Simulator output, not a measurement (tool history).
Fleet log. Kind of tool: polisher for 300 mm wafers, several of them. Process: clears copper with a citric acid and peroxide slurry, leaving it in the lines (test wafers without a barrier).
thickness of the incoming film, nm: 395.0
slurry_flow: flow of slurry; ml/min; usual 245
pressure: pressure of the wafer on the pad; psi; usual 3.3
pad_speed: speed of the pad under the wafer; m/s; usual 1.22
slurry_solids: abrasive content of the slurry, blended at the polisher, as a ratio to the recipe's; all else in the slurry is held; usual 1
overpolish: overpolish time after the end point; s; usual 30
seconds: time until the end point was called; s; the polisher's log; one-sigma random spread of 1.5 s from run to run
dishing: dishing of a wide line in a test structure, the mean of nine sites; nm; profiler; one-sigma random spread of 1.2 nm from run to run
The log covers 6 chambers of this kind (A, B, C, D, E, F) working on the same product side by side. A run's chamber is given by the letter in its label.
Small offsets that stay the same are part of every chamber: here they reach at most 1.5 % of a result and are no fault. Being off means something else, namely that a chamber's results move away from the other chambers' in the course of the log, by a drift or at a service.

run,day,slurry_flow,pressure,pad_speed,slurry_solids,overpolish,seconds,dishing
1C,0.475,245,3.3,1.22,1,30,122.5,56.54
# day 0.521: chamber D: worn pad replaced by a new one
# day 0.646: chamber B: slurry nozzle cleaned
# day 0.779: chamber E: worn pad replaced by a new one
# day 0.962: chamber C: head pressure recalibrated
2D,1.046,245,3.3,1.22,1,30,123.85,56.737
3A,1.358,245,3.3,1.22,1,30,123.31,58.737
# day 1.721: chamber F: slurry nozzle cleaned
4F,1.754,245,3.3,1.22,1,30,119.38,55.813
5E,2.071,245,3.3,1.22,1,30,121.76,56.855
6B,2.612,245,3.3,1.22,1,30,121.28,56.498
# day 3.221: chamber C: slurry nozzle cleaned
7A,3.288,245,3.3,1.22,1,30,122.77,56.096
# day 3.467: chamber B: worn pad replaced by a new one
8D,3.688,245,3.3,1.22,1,30,120.37,56.531
# day 4.075: chamber F: worn pad replaced by a new one
# day 4.25: chamber D: slurry blender recalibrated
9C,4.304,245,3.3,1.22,1,30,123.09,56.579
# day 4.812: chamber B: slurry blender recalibrated
10F,4.983,245,3.3,1.22,1,30,121.66,55.714
# day 5.1: chamber C: worn pad replaced by a new one
# day 5.175: chamber F: slurry blender recalibrated
11E,5.5,245,3.3,1.22,1,30,120.77,56.797
# day 5.729: chamber E: slurry blender recalibrated
12B,5.792,245,3.3,1.22,1,30,121.3,56.563
# day 6.312: chamber E: slurry nozzle cleaned
13D,6.462,245,4.1,1.22,0.85,30,102.87,64.463
# day 6.879: chamber E: worn pad replaced by a new one
14E,7.125,245,4.1,1.22,0.85,30,99.467,63.213
15B,7.575,245,4.1,1.22,0.85,30,99.453,65.531
# day 7.675: chamber C: slurry blender recalibrated
# day 7.708: chamber D: slurry nozzle cleaned
# day 7.817: chamber D: worn pad replaced by a new one
16C,8.05,245,4.1,1.22,0.85,30,102.01,62.362
# day 8.138: chamber B: worn pad replaced by a new one
# day 8.679: chamber E: head pressure recalibrated
17A,8.692,245,4.1,1.22,0.85,30,102.73,62.484
18F,9.012,245,4.1,1.22,0.85,30,102.48,66.138
# day 9.188: chamber F: worn pad replaced by a new one
19D,9.454,245,3.3,1.22,1,30,121.96,55.553
20C,9.792,245,3.3,1.22,1,30,121.52,54.803
21B,10.367,245,3.3,1.22,1,30,122.64,55.703
# day 10.425: chamber A: worn pad replaced by a new one
22E,10.812,245,4.3,1.22,1,30,93.513,68.572
# day 11.079: chamber F: head pressure recalibrated
23A,11.412,245,4.3,1.22,1,30,94.745,66.469
# day 11.838: chamber A: slurry blender recalibrated
24F,11.896,245,4.3,1.22,1,30,101.93,63.931
25D,12.475,245,4.3,1.22,1,30,94.502,70.245
# day 12.562: chamber E: worn pad replaced by a new one
26E,13.104,245,4.3,1.22,1,30,93.547,67.386
# day 13.188: chamber B: worn pad replaced by a new one
27C,13.396,245,4.3,1.22,1,30,95.064,66.486
# day 13.438: chamber D: worn pad replaced by a new one
28F,13.75,195,3.3,1.22,1,43,134.83,62.58
29B,14.146,195,3.3,1.22,1,43,124.59,67.41
30A,14.688,195,3.3,1.22,1,43,126.52,66.853
# day 14.796: chamber F: worn pad replaced by a new one
31A,15.258,195,3.3,1.22,1,43,128.15,70.456
# day 15.796: chamber C: worn pad replaced by a new one
32F,15.821,195,3.3,1.22,1,43,136.33,63.748
33E,16.275,195,3.3,1.22,1,43,124.72,70.957
34C,16.638,245,3.3,1.22,1,30,122.03,54.902
35B,17.117,325,3.3,1.22,1,47,121.39,76.33
36D,17.571,325,3.3,1.22,1,47,117.86,72.772

Decide between three cases: one chamber stands off from its peers, the gauge reading all wafers drifts, or nothing is wrong past each chamber's small offset. Where a chamber is off, say which and what most likely put it there.

The work done on chamber F during a service left it standing apart from the others.
What lies behind it: head's pressure below its setpoint, % = 7.22.

Here are 4 candidates for chamber F's next run, each the usual settings with a change, their results left as question marks. Which one brings its results back in line with what the others give on the usual settings?
Allowed miss from the other chambers' usual-settings mean, per result, to count as in line: seconds 5.2 s; dishing 4.2 nm
37F-1,18.054,245,3,1.14,1,30,?,?
37F-2,18.054,245,3.4,1.26,1,30,?,?
37F-3,18.054,245,3.6,1.3,1,30,?,?
37F-4,18.054,245,3.2,1.18,1,30,?,?

Other chambers, usual settings, mean: seconds 122.24 s; dishing 56.021 nm
run,seconds,dishing
37F-1,154.41,46.342
37F-2,123.58,54.82
37F-3,113.22,58.437
37F-4,140.04,49.983
It is 37F-2 that realigns the chamber with its peers.
